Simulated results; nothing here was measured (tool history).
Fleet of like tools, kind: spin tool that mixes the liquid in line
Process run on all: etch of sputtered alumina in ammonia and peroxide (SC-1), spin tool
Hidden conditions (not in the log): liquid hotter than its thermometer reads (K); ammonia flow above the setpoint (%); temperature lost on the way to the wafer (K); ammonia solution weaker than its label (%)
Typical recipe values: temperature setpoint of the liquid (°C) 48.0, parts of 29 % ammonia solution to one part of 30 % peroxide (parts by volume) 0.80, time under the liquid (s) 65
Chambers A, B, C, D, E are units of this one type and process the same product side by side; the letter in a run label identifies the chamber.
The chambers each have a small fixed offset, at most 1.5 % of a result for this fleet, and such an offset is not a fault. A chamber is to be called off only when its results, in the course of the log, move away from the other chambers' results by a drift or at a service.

run   hour  temperature setpoint of the liquid (°C)  parts of 29 % ammonia solution to one part of 30 % peroxide (parts by volume)  time under the liquid (s)  hours since the thermometer was replaced  hours since the ammonia flow meter was replaced  hours since the heated supply line was repaired  hours since the drum of ammonia solution was connected  read-back film thickness of the sputtered alumina reference wafer, read on the same gauge (nm)  thickness taken off the sputtered alumina on a monitor wafer (nm)
 1B    8.1                                     48.0                                                                           0.80                         65                                     986.9                                           1645.7                                           1205.1                                                   780.7                                                                                          129.99                                                             5.5526
 2A   14.5                                     48.0                                                                           0.80                         65                                     425.3                                           1888.0                                           1423.7                                                   414.0                                                                                          130.00                                                             5.7081
 3C   21.2                                     48.0                                                                           0.80                         65                                     178.0                                           1741.3                                            963.7                                                   153.3                                                                                          130.01                                                             5.6124
 4E   27.4                                     48.0                                                                           0.80                         65                                     139.1                                            501.4                                            193.9                                                   821.9                                                                                          129.98                                                             5.5513
 5D   32.4                                     48.0                                                                           0.80                         65                                    1770.5                                            277.0                                            467.8                                                   579.9                                                                                          130.00                                                             5.6120
 6A   37.8                                     48.0                                                                           0.80                         65                                     448.6                                           1911.3                                           1447.0                                                   437.3                                                                                          129.98                                                             5.7600
 7C   42.9                                     48.0                                                                           0.80                         65                                     199.7                                           1763.0                                            985.4                                                   175.0                                                                                          129.98                                                             5.6163
 8B   51.7                                     38.5                                                                           0.45                         65                                    1030.5                                           1689.3                                           1248.7                                                   824.3                                                                                          129.99                                                             3.0192
 9D   59.8                                     38.5                                                                           0.45                         65                                    1797.9                                            304.4                                            495.2                                                   607.3                                                                                          129.99                                                             3.0815
10E   67.2                                     38.5                                                                           0.45                         65                                     178.9                                            541.2                                            233.7                                                   861.7                                                                                          129.98                                                             3.0916
11C   72.5                                     38.5                                                                           0.45                         65                                     229.3                                           1792.6                                           1015.0                                                   204.6                                                                                          130.01                                                             3.0722
12B   81.5                                     38.5                                                                           0.45                         65                                    1060.3                                           1719.1                                           1278.5                                                   854.1                                                                                          129.99                                                             3.0280
      82.0  -- chamber D: thermometer replaced
13E   86.4                                     48.0                                                                           0.80                         65                                     198.1                                            560.4                                            252.9                                                   880.9                                                                                          130.01                                                             5.5753
      91.0  -- chamber E: new drum of ammonia solution connected
14D   93.2                                     48.0                                                                           0.80                         65                                      11.2                                            337.8                                            528.6                                                   640.7                                                                                          130.02                                                             5.5619
15A  101.6                                     48.0                                                                           0.80                         65                                     512.4                                           1975.1                                           1510.8                                                   501.1                                                                                          129.99                                                             5.6878
16E  110.3                                     48.0                                                                           0.80                         65                                     222.0                                            584.3                                            276.8                                                    19.4                                                                                          129.98                                                             5.5666
17C  116.6                                     48.0                                                                           0.80                         65                                     273.4                                           1836.7                                           1059.1                                                   248.7                                                                                          129.98                                                             5.5566
18B  122.6                                     48.0                                                                           0.80                         65                                    1101.4                                           1760.2                                           1319.6                                                   895.2                                                                                          130.01                                                             5.5691
19D  130.9                                     48.0                                                                           0.80                         65                                      48.9                                            375.5                                            566.3                                                   678.4                                                                                          129.98                                                             5.6411
20A  139.0                                     48.0                                                                           0.80                         65                                     549.8                                           2012.5                                           1548.2                                                   538.5                                                                                          130.01                                                             5.7732
21D  148.4                                     54.5                                                                           0.95                         65                                      66.4                                            393.0                                            583.8                                                   695.9                                                                                          130.02                                                             8.1797
22C  155.3                                     54.5                                                                           0.95                         65                                     312.1                                           1875.4                                           1097.8                                                   287.4                                                                                          130.02                                                             8.2611
23B  165.2                                     54.5                                                                           0.95                         65                                    1144.0                                           1802.8                                           1362.2                                                   937.8                                                                                          130.00                                                             8.1249
24A  174.0                                     54.5                                                                           0.95                         65                                     584.8                                           2047.5                                           1583.2                                                   573.5                                                                                          130.03                                                             8.4324
25E  183.6                                     54.5                                                                           0.95                         65                                     295.3                                            657.6                                            350.1                                                    92.7                                                                                          130.00                                                             8.0579
26E  188.4                                     48.0                                                                           0.80                         65                                     300.1                                            662.4                                            354.9                                                    97.5                                                                                          130.00                                                             5.5727
     190.8  -- chamber D: new drum of ammonia solution connected
27D  198.6                                     48.0                                                                           0.80                         65                                     116.6                                            443.2                                            634.0                                                     7.8                                                                                          129.97                                                             5.6308
28B  204.2                                     48.0                                                                           0.80                         65                                    1183.0                                           1841.8                                           1401.2                                                   976.8                                                                                          129.99                                                             5.6505
     207.7  -- chamber B: new drum of ammonia solution connected
29A  210.5                                     48.0                                                                           0.80                         65                                     621.3                                           2084.0                                           1619.7                                                   610.0                                                                                          129.97                                                             5.9389
30C  218.0                                     48.0                                                                           0.80                         65                                     374.8                                           1938.1                                           1160.5                                                   350.1                                                                                          129.99                                                             5.5805
31B  223.3                                     48.0                                                                           0.80                         65                                    1202.1                                           1860.9                                           1420.3                                                    15.6                                                                                          130.00                                                             5.6116
     225.9  -- chamber A: ammonia flow meter replaced
32E  231.2                                     48.0                                                                           0.80                         65                                     342.9                                            705.2                                            397.7                                                   140.3                                                                                          130.01                                                             5.5597
33A  236.0                                     48.0                                                                           0.80                         65                                     646.8                                             10.1                                           1645.2                                                   635.5                                                                                          129.97                                                             5.8885
34D  242.6                                     48.0                                                                           0.80                         65                                     160.6                                            487.2                                            678.0                                                    51.8                                                                                          129.98                                                             5.6108
35C  252.5                                     48.0                                                                           0.80                         65                                     409.3                                           1972.6                                           1195.0                                                   384.6                                                                                          129.99                                                             5.6756

Read the log: is a single chamber off, either drifting away or since a service, is the gauge that measures every chamber drifting, or is nothing wrong beyond small per-chamber offsets? Name any odd chamber and what most likely caused it.

One chamber, A, drifts off from the rest bit by bit.
Cause: liquid hotter than its thermometer reads (K) = 0.795.

Below are 4 candidate recipes for chamber A's next run, each the usual settings with a change, their results shown as question marks. Which of them brings A's results back in line with what the other chambers give on the usual settings?
In line means no further than this from the other chambers' mean on the usual settings: thickness taken off the sputtered alumina on a monitor wafer (nm) 0.1300
36A-1  260.2                                     50.0                                                                           0.80                         65                                                                                                                                                                                                                                                                                                                                                                      ?
36A-2  260.2                                     47.0                                                                           0.80                         65                                                                                                                                                                                                                                                                                                                                                                      ?
36A-3  260.2                                     49.0                                                                           0.80                         65                                                                                                                                                                                                                                                                                                                                                                      ?
36A-4  260.2                                     46.0                                                                           0.80                         65                                                                                                                                                                                                                                                                                                                                                                      ?

What the other chambers average on the usual settings: thickness taken off the sputtered alumina on a monitor wafer (nm) 5.6065
  run  thickness taken off the sputtered alumina on a monitor wafer (nm)
36A-1                                                             6.6392
36A-2                                                             5.6310
36A-3                                                             6.2881
36A-4                                                             5.3272
The right change is 36A-2: it brings the chamber back within the allowed miss of the others.
